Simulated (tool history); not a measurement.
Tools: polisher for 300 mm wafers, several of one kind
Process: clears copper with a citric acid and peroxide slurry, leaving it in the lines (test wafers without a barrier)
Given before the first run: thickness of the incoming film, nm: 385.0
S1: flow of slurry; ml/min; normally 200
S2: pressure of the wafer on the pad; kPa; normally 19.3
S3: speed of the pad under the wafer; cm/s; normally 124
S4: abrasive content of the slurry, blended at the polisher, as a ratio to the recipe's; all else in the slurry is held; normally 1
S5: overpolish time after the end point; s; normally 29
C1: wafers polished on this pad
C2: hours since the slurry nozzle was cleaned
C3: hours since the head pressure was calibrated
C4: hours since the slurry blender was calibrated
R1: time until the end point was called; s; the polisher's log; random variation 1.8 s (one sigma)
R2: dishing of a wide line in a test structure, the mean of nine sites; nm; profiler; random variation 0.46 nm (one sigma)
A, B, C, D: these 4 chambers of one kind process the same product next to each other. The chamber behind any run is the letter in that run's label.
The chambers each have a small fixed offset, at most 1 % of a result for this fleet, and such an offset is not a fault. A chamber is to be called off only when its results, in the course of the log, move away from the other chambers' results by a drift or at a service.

-- hour=0.2 chamber A: worn pad replaced by a new one
run 1C hour=10.3 | S1=200 S2=19.3 S3=124 S4=1 S5=29 | C1=535 C2=567.8 C3=169.7 C4=61.6 | R1=153.74 R2=22.937
run 2D hour=17.5 | S1=200 S2=19.3 S3=124 S4=1 S5=29 | C1=542 C2=100.6 C3=210 C4=71.2 | R1=153.6 R2=22.708
run 3B hour=22.2 | S1=200 S2=19.3 S3=124 S4=1 S5=29 | C1=906 C2=142 C3=1160.6 C4=190.4 | R1=157.53 R2=22.728
-- hour=25.8 chamber B: head pressure recalibrated
run 4A hour=27.5 | S1=200 S2=19.3 S3=124 S4=1 S5=29 | C1=175 C2=99.9 C3=1078 C4=46.2 | R1=151.62 R2=22.87
run 5C hour=33.9 | S1=250 S2=19.3 S3=124 S4=1 S5=19 | C1=687 C2=591.4 C3=193.3 C4=85.2 | R1=149.44 R2=19.704
-- hour=37.1 chamber B: worn pad replaced by a new one
run 6B hour=40.6 | S1=250 S2=19.3 S3=124 S4=1 S5=19 | C1=22 C2=160.4 C3=14.8 C4=208.8 | R1=153.56 R2=19.481
run 7D hour=50.4 | S1=250 S2=19.3 S3=124 S4=1 S5=19 | C1=753 C2=133.5 C3=242.9 C4=104.1 | R1=147.05 R2=19.871
run 8A hour=56.7 | S1=250 S2=19.3 S3=124 S4=1 S5=19 | C1=363 C2=129.1 C3=1107.2 C4=75.4 | R1=150.13 R2=19.844
-- hour=61.8 chamber B: slurry blender recalibrated
run 9A hour=67 | S1=200 S2=19.3 S3=84 S4=1 S5=36 | C1=429 C2=139.4 C3=1117.5 C4=85.7 | R1=223.84 R2=20.575
run 10D hour=76 | S1=200 S2=19.3 S3=84 S4=1 S5=36 | C1=917 C2=159.1 C3=268.5 C4=129.7 | R1=224.04 R2=21.958
-- hour=79.9 chamber C: worn pad replaced by a new one
run 11B hour=84.6 | S1=200 S2=19.3 S3=84 S4=1 S5=36 | C1=305 C2=204.4 C3=58.8 C4=22.9 | R1=227.66 R2=21.491
run 12C hour=92.4 | S1=200 S2=19.3 S3=84 S4=1 S5=36 | C1=80 C2=649.9 C3=251.8 C4=143.7 | R1=225.93 R2=22.64
-- hour=95.9 chamber A: worn pad replaced by a new one
run 13B hour=101.8 | S1=200 S2=19.3 S3=124 S4=1 S5=29 | C1=415 C2=221.6 C3=76 C4=40.1 | R1=157.75 R2=22.291
run 14D hour=110.1 | S1=200 S2=13.1 S3=124 S4=1 S5=29 | C1=1136 C2=193.2 C3=302.6 C4=163.8 | R1=227.18 R2=19.91
run 15A hour=117.2 | S1=200 S2=13.1 S3=124 S4=1 S5=29 | C1=137 C2=189.6 C3=1167.7 C4=135.9 | R1=223.15 R2=19.546
run 16C hour=123.3 | S1=200 S2=13.1 S3=124 S4=1 S5=29 | C1=279 C2=680.8 C3=282.7 C4=174.6 | R1=220.9 R2=19.607
run 17B hour=129.9 | S1=200 S2=13.1 S3=124 S4=1 S5=29 | C1=596 C2=249.7 C3=104.1 C4=68.2 | R1=227.39 R2=19.249
run 18C hour=136.6 | S1=200 S2=19.3 S3=124 S4=1 S5=29 | C1=364 C2=694.1 C3=296 C4=187.9 | R1=153.08 R2=22.535
run 19A hour=143.4 | S1=200 S2=19.3 S3=124 S4=1 S5=29 | C1=305 C2=215.8 C3=1193.9 C4=162.1 | R1=153.38 R2=23.509
run 20D hour=151.2 | S1=200 S2=19.3 S3=124 S4=1 S5=29 | C1=1400 C2=234.3 C3=343.7 C4=204.9 | R1=156.87 R2=23.538
run 21C hour=157.5 | S1=200 S2=19.3 S3=124 S4=1 S5=29 | C1=498 C2=715 C3=316.9 C4=208.8 | R1=149.34 R2=22.352
-- hour=160.2 chamber D: worn pad replaced by a new one
run 22A hour=167.3 | S1=200 S2=19.3 S3=124 S4=1 S5=29 | C1=458 C2=239.7 C3=1217.8 C4=186 | R1=150.65 R2=23.519
run 23B hour=172.6 | S1=200 S2=19.3 S3=124 S4=1 S5=29 | C1=870 C2=292.4 C3=146.8 C4=110.9 | R1=154.82 R2=22.935
-- hour=173.6 chamber A: head pressure recalibrated
run 24D hour=181.4 | S1=200 S2=15.9 S3=124 S4=1 S5=37 | C1=136 C2=264.5 C3=373.9 C4=235.1 | R1=195.95 R2=23.133
-- hour=186.6 chamber B: worn pad replaced by a new one
run 25D hour=189.9 | S1=200 S2=15.9 S3=124 S4=1 S5=37 | C1=190 C2=273 C3=382.4 C4=243.6 | R1=193.78 R2=23.037
run 26C hour=198.2 | S1=200 S2=15.9 S3=124 S4=1 S5=37 | C1=760 C2=755.7 C3=357.6 C4=249.5 | R1=186.43 R2=22.8
-- hour=200.4 chamber C: slurry blender recalibrated
-- hour=204.2 chamber C: head pressure recalibrated
run 27A hour=204.4 | S1=200 S2=15.9 S3=124 S4=1 S5=37 | C1=697 C2=276.8 C3=30.9 C4=223.1 | R1=183.35 R2=23.219
-- hour=209.3 chamber A: worn pad replaced by a new one
run 28B hour=213.8 | S1=200 S2=19.3 S3=124 S4=1 S5=29 | C1=174 C2=333.6 C3=188 C4=152.1 | R1=154.19 R2=22.681
run 29B hour=222 | S1=200 S2=19.3 S3=124 S4=1 S5=29 | C1=227 C2=341.8 C3=196.2 C4=160.3 | R1=156.34 R2=23.146
run 30A hour=229 | S1=200 S2=19.3 S3=124 S4=1 S5=29 | C1=126 C2=301.4 C3=55.5 C4=247.7 | R1=154.57 R2=22.743
-- hour=231.7 chamber B: slurry nozzle cleaned
run 31D hour=234.2 | S1=200 S2=19.3 S3=124 S4=1 S5=29 | C1=475 C2=317.3 C3=426.7 C4=287.9 | R1=166.12 R2=22.274
-- hour=238.8 chamber C: worn pad replaced by a new one
run 32C hour=243.5 | S1=200 S2=19.3 S3=124 S4=1 S5=29 | C1=30 C2=801 C3=39.4 C4=43.2 | R1=153.59 R2=22.401
run 33B hour=248.9 | S1=200 S2=19.3 S3=124 S4=1 S5=29 | C1=400 C2=17.2 C3=223.1 C4=187.2 | R1=154.56 R2=21.82
run 34C hour=258.9 | S1=200 S2=19.3 S3=124 S4=1 S5=29 | C1=129 C2=816.4 C3=54.8 C4=58.6 | R1=152.86 R2=22.403
run 35A hour=269 | S1=200 S2=19.3 S3=158 S4=1 S5=34 | C1=383 C2=341.4 C3=95.5 C4=287.7 | R1=121.83 R2=24.359

Is one chamber off against the others, does the gauge drift, or is nothing wrong? If a chamber is off, say which, and what the likeliest cause is.

Little by little, chamber D moves away from the other chambers.
Cause: abrasive missing from the slurry, % = 34.4.
The log may not separate it from: slurry flow missing at the pad, %; head's pressure below its setpoint, %.

Which of the 4 candidates below, each the usual settings with something changed and its results left as question marks, puts chamber D back in line with what the other chambers give on the usual settings?
In line means no further than this from the other chambers' mean on the usual settings: R1 6.2 s; R2 1.6 nm
run 36D-1 hour=276.5 | S1=200 S2=20 S3=130 S4=1 S5=28 | R1=? R2=?
run 36D-2 hour=276.5 | S1=200 S2=17.2 S3=114 S4=1 S5=31 | R1=? R2=?
run 36D-3 hour=276.5 | S1=205 S2=21.4 S3=136 S4=1 S5=27 | R1=? R2=?
run 36D-4 hour=276.5 | S1=200 S2=18.6 S3=118 S4=1 S5=30 | R1=? R2=?

What the other chambers average on the usual settings: R1 153.34 s; R2 22.607 nm
run=36D-1 R1=154.63 R2=22.329
run=36D-2 R1=203.28 R2=21.195
run=36D-3 R1=138.09 R2=22.776
run=36D-4 R1=182.24 R2=21.735
36D-1 is the one that brings the chamber's results back in line with the other chambers.
